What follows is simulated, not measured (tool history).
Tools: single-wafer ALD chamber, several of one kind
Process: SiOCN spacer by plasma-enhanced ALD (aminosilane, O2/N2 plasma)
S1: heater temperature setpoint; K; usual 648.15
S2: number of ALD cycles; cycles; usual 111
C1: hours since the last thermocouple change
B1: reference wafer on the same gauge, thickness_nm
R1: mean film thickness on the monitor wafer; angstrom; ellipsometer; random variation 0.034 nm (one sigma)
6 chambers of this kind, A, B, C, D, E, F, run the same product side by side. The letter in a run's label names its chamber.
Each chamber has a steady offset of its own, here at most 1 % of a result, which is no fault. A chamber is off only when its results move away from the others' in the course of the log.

Run 1D, hour 10.5: usual settings; C1 73.3; B1 6.7545. Result: R1 67.036 angstrom.
Run 2B, hour 21.6: usual settings; C1 1781.2; B1 6.7608. Result: R1 67.138 angstrom.
Run 3A, hour 30.2: usual settings; C1 515.6; B1 6.7544. Result: R1 66.105 angstrom.
Run 4C, hour 43.5: usual settings; C1 1105.2; B1 6.7508. Result: R1 65.833 angstrom.
Run 5F, hour 53: usual settings; C1 120.3; B1 6.7595. Result: R1 66.451 angstrom.
Run 6E, hour 63.3: usual settings; C1 704.4; B1 6.7567. Result: R1 67.3 angstrom.
Run 7C, hour 77.4: usual settings; C1 1139.1; B1 6.7633. Result: R1 66.413 angstrom.
Run 8F, hour 86.9: usual settings; C1 154.2; B1 6.7594. Result: R1 66.418 angstrom.
Run 9B, hour 99.5: usual settings; C1 1859.1; B1 6.7626. Result: R1 67.198 angstrom.
Run 10A, hour 113.4: usual settings; C1 598.8; B1 6.7732. Result: R1 66.753 angstrom.
Run 11E, hour 120.3: usual settings; C1 761.4; B1 6.7593. Result: R1 66.702 angstrom.
Run 12D, hour 131.8: usual settings; C1 194.6; B1 6.7546. Result: R1 66.829 angstrom.
Run 13B, hour 143.3: usual settings; C1 1902.9; B1 6.7606. Result: R1 67.087 angstrom.
Run 14C, hour 153.8: usual settings; C1 1215.5; B1 6.7694. Result: R1 65.977 angstrom.
Run 15E, hour 162.8: usual settings but S1 653.15 K; C1 803.9; B1 6.7576. Result: R1 67.772 angstrom.
Run 16F, hour 170.1: usual settings but S1 653.15 K; C1 237.4; B1 6.7476. Result: R1 66.574 angstrom.
Run 17D, hour 177.8: usual settings but S1 653.15 K; C1 240.6; B1 6.7591. Result: R1 66.211 angstrom.
Run 18A, hour 188.6: usual settings but S1 653.15 K; C1 674; B1 6.7538. Result: R1 66.255 angstrom.
Run 19E, hour 197.3: usual settings but S1 653.15 K; C1 838.4; B1 6.7653. Result: R1 67.583 angstrom.
Run 20C, hour 210.8: usual settings but S1 653.15 K; C1 1272.5; B1 6.7642. Result: R1 65.952 angstrom.
Run 21F, hour 218.8: usual settings; C1 286.1; B1 6.7581. Result: R1 66.345 angstrom.
Run 22A, hour 231.9: usual settings; C1 717.3; B1 6.7597. Result: R1 66.406 angstrom.
Run 23D, hour 245.3: usual settings; C1 308.1; B1 6.7602. Result: R1 66.053 angstrom.
Run 24B, hour 254.8: usual settings but S2 133 cycles; C1 2014.4; B1 6.7586. Result: R1 81.009 angstrom.
Run 25F, hour 268.4: usual settings but S2 133 cycles; C1 335.7; B1 6.753. Result: R1 79.8 angstrom.
Run 26D, hour 276.5: usual settings but S2 133 cycles; C1 339.3; B1 6.7567. Result: R1 80.264 angstrom.
Run 27A, hour 290.8: usual settings but S2 133 cycles; C1 776.2; B1 6.7571. Result: R1 80.019 angstrom.
Run 28C, hour 302.2: usual settings but S2 133 cycles; C1 1363.9; B1 6.7597. Result: R1 79.524 angstrom.
Run 29B, hour 309: usual settings but S2 133 cycles; C1 2068.6; B1 6.7605. Result: R1 80.72 angstrom.
Run 30E, hour 319.4: usual settings but S1 652.15 K, S2 127 cycles; C1 960.5; B1 6.7633. Result: R1 76.263 angstrom.
Run 31B, hour 326.3: usual settings but S1 652.15 K, S2 127 cycles; C1 2085.9; B1 6.7597. Result: R1 76.827 angstrom.
Run 32D, hour 333.5: usual settings but S1 652.15 K, S2 127 cycles; C1 396.3; B1 6.7569. Result: R1 76.714 angstrom.
Run 33F, hour 341: usual settings but S1 652.15 K, S2 127 cycles; C1 408.3; B1 6.7674. Result: R1 76.262 angstrom.
Run 34E, hour 347.6: usual settings but S1 652.15 K, S2 127 cycles; C1 988.7; B1 6.7588. Result: R1 77.231 angstrom.
Run 35C, hour 356.1: usual settings but S1 652.15 K, S2 127 cycles; C1 1417.8; B1 6.7639. Result: R1 75.741 angstrom.
Run 36A, hour 364.5: usual settings; C1 849.9; B1 6.7576. Result: R1 65.759 angstrom.
Run 37E, hour 373.1: usual settings but S2 103 cycles; C1 1014.2; B1 6.7632. Result: R1 62.018 angstrom.
Run 38F, hour 386.1: usual settings but S2 103 cycles; C1 453.4; B1 6.7561. Result: R1 60.828 angstrom.
Run 39B, hour 393.1: usual settings but S2 103 cycles; C1 2152.7; B1 6.76. Result: R1 61.804 angstrom.
Run 40C, hour 404.8: usual settings but S2 103 cycles; C1 1466.5; B1 6.7561. Result: R1 61.767 angstrom.

Is one chamber off against the others, does the gauge drift, or is nothing wrong? If a chamber is off, say which, and what the likeliest cause is.

No chamber stands off beyond its own small offset, and the gauge holds steady.
